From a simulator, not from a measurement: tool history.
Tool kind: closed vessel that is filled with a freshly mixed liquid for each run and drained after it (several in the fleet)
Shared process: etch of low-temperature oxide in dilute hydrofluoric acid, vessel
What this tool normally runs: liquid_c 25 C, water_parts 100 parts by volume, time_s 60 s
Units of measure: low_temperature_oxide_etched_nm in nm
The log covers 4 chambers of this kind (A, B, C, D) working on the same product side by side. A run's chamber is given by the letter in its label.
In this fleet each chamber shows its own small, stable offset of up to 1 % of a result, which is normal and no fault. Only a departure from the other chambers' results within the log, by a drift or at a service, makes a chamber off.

run,hour,liquid_c,water_parts,time_s,"read-back film thickness of the low-temperature oxide reference wafer, read on the same gauge (nm)",low_temperature_oxide_etched_nm
1C,9.3,25,100,60,50.025,8.619
2A,18.6,25,100,60,50.016,8.6391
3D,31.2,25,100,60,50.014,8.5177
4B,42.2,25,100,60,49.998,8.562
5A,52.8,25,100,60,49.977,8.632
6C,65.8,25,80,30,49.993,5.5164
7D,77.5,25,80,30,49.99,5.536
8B,87.9,25,80,30,49.993,5.5447
9D,100.2,25,80,30,49.99,5.4777
10C,114.6,25,100,60,50.016,8.7713
11A,128.9,25,100,60,49.992,8.6859
# hour 136.6: chamber C: thermometer replaced
12B,142.9,29.5,100,60,50,10.378
13B,149.4,29.5,100,60,50.013,10.381
14A,161.2,29.5,100,60,50.008,10.281
15D,173.2,29.5,100,60,49.988,10.261
16C,180.8,25,100,60,50.005,8.6033
17B,192.5,25,100,60,50.009,8.7652
18D,204.7,25,100,60,49.987,8.6759
19A,212.5,25,100,85,50.018,12.12
20C,222.5,25,100,85,50,12.08
21D,229.7,25,100,85,50.013,12.234
22C,238.9,25,100,85,49.967,12.269
23B,251.2,25,100,60,50.026,8.9204
24A,264.3,25,100,60,50.017,8.6434
25D,272.7,25,100,30,49.987,4.3554
# hour 277.1: chamber D: hydrofluoric acid flow meter replaced
26C,281.7,25,100,30,50.01,4.2621
27A,291.2,25,100,30,50.013,4.3641
# hour 296.5: chamber D: thermometer replaced
28B,298.4,25,100,30,50.017,4.5182
29B,309.2,25,100,60,49.988,9.066
30D,318.8,25,100,45,49.974,6.4307
31A,325.3,25,100,45,50.003,6.4549
32C,337,25,100,45,50.01,6.501
33D,347,25,100,45,50.008,6.4571
34B,358.9,25,100,60,49.996,9.0025
35C,368.7,25,100,60,50.015,8.6667
36A,380.5,25,100,60,49.983,8.6005
37B,389,23,100,60,49.997,8.3288
38D,402.4,23,100,60,49.989,7.8736

The same settings go to every chamber for the next run, one line per chamber below. Forecast the results for each:
39A,413,25,80,60,,?
39B,413,25,80,60,,?
39C,413,25,80,60,,?
39D,413,25,80,60,,?

run,low_temperature_oxide_etched_nm
39A,11.214
39B,11.796
39C,11.019
39D,10.985
